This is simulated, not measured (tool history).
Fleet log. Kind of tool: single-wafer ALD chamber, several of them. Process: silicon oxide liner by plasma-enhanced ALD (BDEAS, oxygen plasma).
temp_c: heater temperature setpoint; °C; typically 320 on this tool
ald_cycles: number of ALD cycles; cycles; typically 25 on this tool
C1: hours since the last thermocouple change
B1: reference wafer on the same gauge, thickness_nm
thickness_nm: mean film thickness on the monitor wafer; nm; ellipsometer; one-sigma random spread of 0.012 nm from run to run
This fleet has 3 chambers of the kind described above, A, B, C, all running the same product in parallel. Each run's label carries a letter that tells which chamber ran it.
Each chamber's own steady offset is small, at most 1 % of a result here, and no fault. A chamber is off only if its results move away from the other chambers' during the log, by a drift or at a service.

run 1A hour=9.1 | temp_c=320 ald_cycles=25 | C1=1908.9 | B1=2.1393 | thickness_nm=2.2576
run 2C hour=17.0 | temp_c=320 ald_cycles=25 | C1=377.1 | B1=2.1414 | thickness_nm=2.2606
run 3B hour=27.5 | temp_c=320 ald_cycles=25 | C1=455.2 | B1=2.1414 | thickness_nm=2.2370
run 4B hour=34.3 | temp_c=320 ald_cycles=25 | C1=462.0 | B1=2.1395 | thickness_nm=2.2621
run 5C hour=39.0 | temp_c=320 ald_cycles=25 | C1=399.1 | B1=2.1398 | thickness_nm=2.2688
run 6A hour=46.7 | temp_c=313 ald_cycles=23 | C1=1946.5 | B1=2.1399 | thickness_nm=2.0859
run 7A hour=56.0 | temp_c=313 ald_cycles=23 | C1=1955.8 | B1=2.1390 | thickness_nm=2.0957
run 8C hour=64.1 | temp_c=313 ald_cycles=23 | C1=424.2 | B1=2.1403 | thickness_nm=2.1137
run 9B hour=68.6 | temp_c=320 ald_cycles=25 | C1=496.3 | B1=2.1421 | thickness_nm=2.2393
run 10B hour=77.1 | temp_c=307 ald_cycles=25 | C1=504.8 | B1=2.1398 | thickness_nm=2.3030
run 11C hour=84.7 | temp_c=307 ald_cycles=25 | C1=444.8 | B1=2.1428 | thickness_nm=2.3152
run 12A hour=92.6 | temp_c=307 ald_cycles=25 | C1=1992.4 | B1=2.1402 | thickness_nm=2.3048
run 13B hour=100.3 | temp_c=320 ald_cycles=25 | C1=528.0 | B1=2.1392 | thickness_nm=2.2664
run 14C hour=105.9 | temp_c=320 ald_cycles=25 | C1=466.0 | B1=2.1402 | thickness_nm=2.2863
run 15A hour=111.3 | temp_c=307 ald_cycles=22 | C1=2011.1 | B1=2.1421 | thickness_nm=2.0239
run 16A hour=116.1 | temp_c=307 ald_cycles=22 | C1=2015.9 | B1=2.1405 | thickness_nm=2.0484
run 17B hour=121.5 | temp_c=307 ald_cycles=22 | C1=549.2 | B1=2.1405 | thickness_nm=2.0068
run 18C hour=128.1 | temp_c=320 ald_cycles=30 | C1=488.2 | B1=2.1428 | thickness_nm=2.7144
run 19B hour=135.3 | temp_c=320 ald_cycles=30 | C1=563.0 | B1=2.1389 | thickness_nm=2.7091
run 20A hour=143.7 | temp_c=320 ald_cycles=30 | C1=2043.5 | B1=2.1393 | thickness_nm=2.7194
run 21C hour=153.9 | temp_c=320 ald_cycles=25 | C1=514.0 | B1=2.1405 | thickness_nm=2.2702
run 22B hour=158.5 | temp_c=320 ald_cycles=25 | C1=586.2 | B1=2.1398 | thickness_nm=2.2504
run 23C hour=168.6 | temp_c=320 ald_cycles=27 | C1=528.7 | B1=2.1399 | thickness_nm=2.4413
run 24A hour=173.1 | temp_c=320 ald_cycles=27 | C1=2072.9 | B1=2.1407 | thickness_nm=2.4258
run 25B hour=180.8 | temp_c=320 ald_cycles=27 | C1=608.5 | B1=2.1394 | thickness_nm=2.4140
run 26A hour=188.4 | temp_c=320 ald_cycles=25 | C1=2088.2 | B1=2.1396 | thickness_nm=2.2572
run 27C hour=196.5 | temp_c=320 ald_cycles=25 | C1=556.6 | B1=2.1380 | thickness_nm=2.2591
run 28A hour=206.4 | temp_c=320 ald_cycles=25 | C1=2106.2 | B1=2.1417 | thickness_nm=2.2692
run 29B hour=212.3 | temp_c=320 ald_cycles=25 | C1=640.0 | B1=2.1390 | thickness_nm=2.2672
run 30C hour=221.6 | temp_c=320 ald_cycles=25 | C1=581.7 | B1=2.1396 | thickness_nm=2.2786
run 31B hour=226.9 | temp_c=320 ald_cycles=25 | C1=654.6 | B1=2.1412 | thickness_nm=2.2570

All chambers now run identical settings, listed one chamber a line with results as question marks. What results will each chamber show?
run 32A hour=234.4 | temp_c=320 ald_cycles=25 | thickness_nm=?
run 32B hour=234.4 | temp_c=320 ald_cycles=25 | thickness_nm=?
run 32C hour=234.4 | temp_c=320 ald_cycles=25 | thickness_nm=?

run=32A thickness_nm=2.2534
run=32B thickness_nm=2.2646
run=32C thickness_nm=2.2626
